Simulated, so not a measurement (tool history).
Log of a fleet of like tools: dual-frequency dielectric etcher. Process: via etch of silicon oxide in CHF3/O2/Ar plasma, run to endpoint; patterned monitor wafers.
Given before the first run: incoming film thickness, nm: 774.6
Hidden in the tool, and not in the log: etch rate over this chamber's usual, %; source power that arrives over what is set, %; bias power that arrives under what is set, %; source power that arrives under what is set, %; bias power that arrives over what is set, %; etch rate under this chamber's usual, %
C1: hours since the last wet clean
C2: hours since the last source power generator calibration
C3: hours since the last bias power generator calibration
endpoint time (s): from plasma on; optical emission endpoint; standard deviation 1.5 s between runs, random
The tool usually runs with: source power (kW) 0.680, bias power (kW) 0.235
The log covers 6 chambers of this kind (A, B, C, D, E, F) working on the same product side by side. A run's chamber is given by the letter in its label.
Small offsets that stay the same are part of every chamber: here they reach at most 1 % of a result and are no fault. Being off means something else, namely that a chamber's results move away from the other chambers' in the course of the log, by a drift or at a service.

run 1D hour=2.9 | source_power_(kW)=0.680 bias_power_(kW)=0.235 | C1=16.4 C2=2131.9 C3=1294.0 | endpoint_time_(s)=340.62
run 2B hour=6.4 | source_power_(kW)=0.680 bias_power_(kW)=0.235 | C1=538.7 C2=2498.4 C3=1993.9 | endpoint_time_(s)=340.79
run 3F hour=8.8 | source_power_(kW)=0.680 bias_power_(kW)=0.235 | C1=353.9 C2=2428.7 C3=266.0 | endpoint_time_(s)=343.66
run 4E hour=12.9 | source_power_(kW)=0.680 bias_power_(kW)=0.235 | C1=123.6 C2=571.0 C3=1897.5 | endpoint_time_(s)=337.57
run 5C hour=17.1 | source_power_(kW)=0.680 bias_power_(kW)=0.235 | C1=535.4 C2=3511.7 C3=3064.7 | endpoint_time_(s)=344.02
run 6A hour=21.7 | source_power_(kW)=0.680 bias_power_(kW)=0.235 | C1=434.1 C2=2622.2 C3=406.7 | endpoint_time_(s)=339.54
run 7D hour=24.2 | source_power_(kW)=0.760 bias_power_(kW)=0.287 | C1=37.7 C2=2153.2 C3=1315.3 | endpoint_time_(s)=304.42
run 8F hour=28.3 | source_power_(kW)=0.760 bias_power_(kW)=0.287 | C1=373.4 C2=2448.2 C3=285.5 | endpoint_time_(s)=307.91
run 9C hour=32.7 | source_power_(kW)=0.760 bias_power_(kW)=0.287 | C1=551.0 C2=3527.3 C3=3080.3 | endpoint_time_(s)=305.41
run 10E hour=36.6 | source_power_(kW)=0.760 bias_power_(kW)=0.287 | C1=147.3 C2=594.7 C3=1921.2 | endpoint_time_(s)=300.23
run 11B hour=42.1 | source_power_(kW)=0.760 bias_power_(kW)=0.287 | C1=574.4 C2=2534.1 C3=2029.6 | endpoint_time_(s)=303.10
run 12A hour=45.2 | source_power_(kW)=0.760 bias_power_(kW)=0.287 | C1=457.6 C2=2645.7 C3=430.2 | endpoint_time_(s)=300.73
run 13D hour=49.7 | source_power_(kW)=0.680 bias_power_(kW)=0.235 | C1=63.2 C2=2178.7 C3=1340.8 | endpoint_time_(s)=342.27
run 14A hour=52.9 | source_power_(kW)=0.680 bias_power_(kW)=0.235 | C1=465.3 C2=2653.4 C3=437.9 | endpoint_time_(s)=337.81
run 15C hour=57.6 | source_power_(kW)=0.680 bias_power_(kW)=0.235 | C1=575.9 C2=3552.2 C3=3105.2 | endpoint_time_(s)=341.57
run 16F hour=60.2 | source_power_(kW)=0.680 bias_power_(kW)=0.235 | C1=405.3 C2=2480.1 C3=317.4 | endpoint_time_(s)=343.78
-- hour=60.4 chamber B: wet clean of the chamber
run 17E hour=63.5 | source_power_(kW)=0.680 bias_power_(kW)=0.235 | C1=174.2 C2=621.6 C3=1948.1 | endpoint_time_(s)=337.43
run 18B hour=66.7 | source_power_(kW)=0.680 bias_power_(kW)=0.235 | C1=6.3 C2=2558.7 C3=2054.2 | endpoint_time_(s)=343.87
run 19B hour=69.5 | source_power_(kW)=0.680 bias_power_(kW)=0.235 | C1=9.1 C2=2561.5 C3=2057.0 | endpoint_time_(s)=336.61
run 20D hour=72.8 | source_power_(kW)=0.680 bias_power_(kW)=0.235 | C1=86.3 C2=2201.8 C3=1363.9 | endpoint_time_(s)=343.15
run 21A hour=75.2 | source_power_(kW)=0.680 bias_power_(kW)=0.235 | C1=487.6 C2=2675.7 C3=460.2 | endpoint_time_(s)=338.74
-- hour=75.7 chamber A: wet clean of the chamber
run 22F hour=80.4 | source_power_(kW)=0.680 bias_power_(kW)=0.235 | C1=425.5 C2=2500.3 C3=337.6 | endpoint_time_(s)=338.84
run 23E hour=84.1 | source_power_(kW)=0.680 bias_power_(kW)=0.235 | C1=194.8 C2=642.2 C3=1968.7 | endpoint_time_(s)=338.41
run 24C hour=89.5 | source_power_(kW)=0.680 bias_power_(kW)=0.198 | C1=607.8 C2=3584.1 C3=3137.1 | endpoint_time_(s)=363.70
run 25B hour=92.6 | source_power_(kW)=0.680 bias_power_(kW)=0.198 | C1=32.2 C2=2584.6 C3=2080.1 | endpoint_time_(s)=361.40
-- hour=92.7 chamber C: wet clean of the chamber
run 26D hour=96.3 | source_power_(kW)=0.680 bias_power_(kW)=0.198 | C1=109.8 C2=2225.3 C3=1387.4 | endpoint_time_(s)=366.64
run 27E hour=100.5 | source_power_(kW)=0.680 bias_power_(kW)=0.198 | C1=211.2 C2=658.6 C3=1985.1 | endpoint_time_(s)=364.74
run 28C hour=103.3 | source_power_(kW)=0.680 bias_power_(kW)=0.198 | C1=10.7 C2=3597.9 C3=3150.9 | endpoint_time_(s)=364.20
run 29A hour=106.7 | source_power_(kW)=0.680 bias_power_(kW)=0.198 | C1=31.1 C2=2707.2 C3=491.7 | endpoint_time_(s)=358.42
run 30F hour=109.9 | source_power_(kW)=0.680 bias_power_(kW)=0.235 | C1=455.0 C2=2529.8 C3=367.1 | endpoint_time_(s)=336.98
run 31C hour=112.7 | source_power_(kW)=0.680 bias_power_(kW)=0.235 | C1=20.1 C2=3607.3 C3=3160.3 | endpoint_time_(s)=345.85
run 32B hour=117.2 | source_power_(kW)=0.680 bias_power_(kW)=0.235 | C1=56.8 C2=2609.2 C3=2104.7 | endpoint_time_(s)=341.59
run 33E hour=120.1 | source_power_(kW)=0.680 bias_power_(kW)=0.235 | C1=230.8 C2=678.2 C3=2004.7 | endpoint_time_(s)=340.19
run 34F hour=125.4 | source_power_(kW)=0.680 bias_power_(kW)=0.235 | C1=470.5 C2=2545.3 C3=382.6 | endpoint_time_(s)=334.85
run 35A hour=128.9 | source_power_(kW)=0.680 bias_power_(kW)=0.235 | C1=53.3 C2=2729.4 C3=513.9 | endpoint_time_(s)=339.26
run 36D hour=134.2 | source_power_(kW)=0.680 bias_power_(kW)=0.235 | C1=147.7 C2=2263.2 C3=1425.3 | endpoint_time_(s)=341.20
run 37D hour=138.0 | source_power_(kW)=0.680 bias_power_(kW)=0.235 | C1=151.5 C2=2267.0 C3=1429.1 | endpoint_time_(s)=344.66
run 38A hour=142.4 | source_power_(kW)=0.680 bias_power_(kW)=0.235 | C1=66.8 C2=2742.9 C3=527.4 | endpoint_time_(s)=339.58
run 39E hour=145.0 | source_power_(kW)=0.550 bias_power_(kW)=0.192 | C1=255.7 C2=703.1 C3=2029.6 | endpoint_time_(s)=393.86
run 40B hour=149.3 | source_power_(kW)=0.550 bias_power_(kW)=0.192 | C1=88.9 C2=2641.3 C3=2136.8 | endpoint_time_(s)=395.87
run 41C hour=152.5 | source_power_(kW)=0.550 bias_power_(kW)=0.192 | C1=59.9 C2=3647.1 C3=3200.1 | endpoint_time_(s)=397.68
run 42F hour=155.9 | source_power_(kW)=0.550 bias_power_(kW)=0.192 | C1=501.0 C2=2575.8 C3=413.1 | endpoint_time_(s)=388.27
run 43A hour=158.7 | source_power_(kW)=0.550 bias_power_(kW)=0.192 | C1=83.1 C2=2759.2 C3=543.7 | endpoint_time_(s)=395.52
run 44E hour=163.5 | source_power_(kW)=0.550 bias_power_(kW)=0.192 | C1=274.2 C2=721.6 C3=2048.1 | endpoint_time_(s)=396.69

Predict what each chamber gives when all 6 of them run the settings below next.
run 45A hour=167.5 | source_power_(kW)=0.750 bias_power_(kW)=0.235 | endpoint_time_(s)=?
run 45B hour=167.5 | source_power_(kW)=0.750 bias_power_(kW)=0.235 | endpoint_time_(s)=?
run 45C hour=167.5 | source_power_(kW)=0.750 bias_power_(kW)=0.235 | endpoint_time_(s)=?
run 45D hour=167.5 | source_power_(kW)=0.750 bias_power_(kW)=0.235 | endpoint_time_(s)=?
run 45E hour=167.5 | source_power_(kW)=0.750 bias_power_(kW)=0.235 | endpoint_time_(s)=?
run 45F hour=167.5 | source_power_(kW)=0.750 bias_power_(kW)=0.235 | endpoint_time_(s)=?

run=45A endpoint_time_(s)=323.07
run=45B endpoint_time_(s)=326.88
run=45C endpoint_time_(s)=332.26
run=45D endpoint_time_(s)=332.15
run=45E endpoint_time_(s)=325.87
run=45F endpoint_time_(s)=318.81
